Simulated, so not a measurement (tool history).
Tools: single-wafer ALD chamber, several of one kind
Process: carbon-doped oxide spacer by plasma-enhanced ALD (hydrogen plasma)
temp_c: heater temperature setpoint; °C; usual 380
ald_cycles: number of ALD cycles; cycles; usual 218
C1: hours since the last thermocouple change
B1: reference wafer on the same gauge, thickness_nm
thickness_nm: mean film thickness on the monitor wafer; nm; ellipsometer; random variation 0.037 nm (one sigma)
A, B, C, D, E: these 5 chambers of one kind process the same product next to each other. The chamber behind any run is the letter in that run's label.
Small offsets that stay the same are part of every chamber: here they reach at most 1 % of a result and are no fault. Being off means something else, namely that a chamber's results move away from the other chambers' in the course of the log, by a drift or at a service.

run 1A day=0.238 | temp_c=380 ald_cycles=218 | C1=675.7 | B1=12.107 | thickness_nm=10.9750
run 2D day=0.462 | temp_c=380 ald_cycles=218 | C1=1287.7 | B1=12.100 | thickness_nm=10.9770
run 3B day=0.612 | temp_c=380 ald_cycles=218 | C1=306.2 | B1=12.102 | thickness_nm=10.8380
run 4E day=0.717 | temp_c=380 ald_cycles=218 | C1=809.0 | B1=12.090 | thickness_nm=10.8660
run 5C day=0.946 | temp_c=380 ald_cycles=218 | C1=1180.0 | B1=12.095 | thickness_nm=10.8890
run 6C day=1.146 | temp_c=380 ald_cycles=218 | C1=1184.8 | B1=12.110 | thickness_nm=10.9450
run 7A day=1.262 | temp_c=380 ald_cycles=218 | C1=700.3 | B1=12.094 | thickness_nm=10.9180
run 8E day=1.425 | temp_c=389 ald_cycles=202 | C1=826.0 | B1=12.099 | thickness_nm=10.0990
run 9D day=1.529 | temp_c=389 ald_cycles=202 | C1=1313.3 | B1=12.097 | thickness_nm=10.2020
run 10B day=1.738 | temp_c=389 ald_cycles=202 | C1=333.2 | B1=12.103 | thickness_nm=10.0350
run 11C day=1.933 | temp_c=389 ald_cycles=202 | C1=1203.7 | B1=12.098 | thickness_nm=10.0410
run 12E day=2.071 | temp_c=389 ald_cycles=202 | C1=841.5 | B1=12.097 | thickness_nm=10.1270
run 13B day=2.225 | temp_c=380 ald_cycles=218 | C1=344.9 | B1=12.095 | thickness_nm=10.8260
run 14D day=2.417 | temp_c=380 ald_cycles=218 | C1=1334.6 | B1=12.103 | thickness_nm=10.9970
run 15A day=2.646 | temp_c=380 ald_cycles=218 | C1=733.5 | B1=12.095 | thickness_nm=10.9850
run 16E day=2.783 | temp_c=380 ald_cycles=218 | C1=858.6 | B1=12.099 | thickness_nm=10.9220
run 17B day=3.021 | temp_c=380 ald_cycles=218 | C1=364.0 | B1=12.094 | thickness_nm=10.8470
run 18C day=3.233 | temp_c=380 ald_cycles=218 | C1=1234.9 | B1=12.094 | thickness_nm=10.9070
run 19A day=3.338 | temp_c=380 ald_cycles=218 | C1=750.1 | B1=12.094 | thickness_nm=10.9390
run 20D day=3.508 | temp_c=380 ald_cycles=218 | C1=1360.8 | B1=12.104 | thickness_nm=10.9520
run 21D day=3.667 | temp_c=380 ald_cycles=218 | C1=1364.6 | B1=12.100 | thickness_nm=10.9380
run 22B day=3.775 | temp_c=380 ald_cycles=218 | C1=382.1 | B1=12.102 | thickness_nm=10.9210
run 23C day=3.929 | temp_c=380 ald_cycles=218 | C1=1251.6 | B1=12.109 | thickness_nm=10.8870
run 24A day=4.104 | temp_c=380 ald_cycles=218 | C1=768.5 | B1=12.096 | thickness_nm=10.9800
run 25E day=4.346 | temp_c=380 ald_cycles=218 | C1=896.1 | B1=12.107 | thickness_nm=10.9240
run 26E day=4.567 | temp_c=380 ald_cycles=218 | C1=901.4 | B1=12.104 | thickness_nm=10.8600
run 27A day=4.700 | temp_c=380 ald_cycles=218 | C1=782.8 | B1=12.108 | thickness_nm=10.9490
run 28B day=4.883 | temp_c=380 ald_cycles=218 | C1=408.7 | B1=12.104 | thickness_nm=10.7810
run 29C day=4.988 | temp_c=391 ald_cycles=190 | C1=1277.0 | B1=12.095 | thickness_nm=9.5306
run 30D day=5.117 | temp_c=391 ald_cycles=190 | C1=1399.4 | B1=12.091 | thickness_nm=9.6086
run 31B day=5.304 | temp_c=391 ald_cycles=190 | C1=418.8 | B1=12.101 | thickness_nm=9.4528
run 32A day=5.462 | temp_c=391 ald_cycles=190 | C1=801.1 | B1=12.095 | thickness_nm=9.5646
run 33D day=5.692 | temp_c=391 ald_cycles=190 | C1=1413.2 | B1=12.095 | thickness_nm=9.6002
run 34C day=5.862 | temp_c=375 ald_cycles=218 | C1=1298.0 | B1=12.095 | thickness_nm=10.8890
run 35E day=6.096 | temp_c=375 ald_cycles=218 | C1=938.1 | B1=12.098 | thickness_nm=10.9440
run 36A day=6.221 | temp_c=375 ald_cycles=218 | C1=819.3 | B1=12.103 | thickness_nm=10.9750
run 37E day=6.408 | temp_c=375 ald_cycles=218 | C1=945.6 | B1=12.105 | thickness_nm=10.8570
run 38D day=6.612 | temp_c=375 ald_cycles=218 | C1=1435.3 | B1=12.099 | thickness_nm=10.9810
run 39C day=6.808 | temp_c=380 ald_cycles=218 | C1=1320.7 | B1=12.105 | thickness_nm=10.9350

One chamber off, gauge drift, or nothing amiss beyond the chambers' own small offsets? If it is a chamber, which one, and what is the likeliest cause?

The fleet is healthy, with each chamber sitting at its usual small offset and no drift in the gauge.

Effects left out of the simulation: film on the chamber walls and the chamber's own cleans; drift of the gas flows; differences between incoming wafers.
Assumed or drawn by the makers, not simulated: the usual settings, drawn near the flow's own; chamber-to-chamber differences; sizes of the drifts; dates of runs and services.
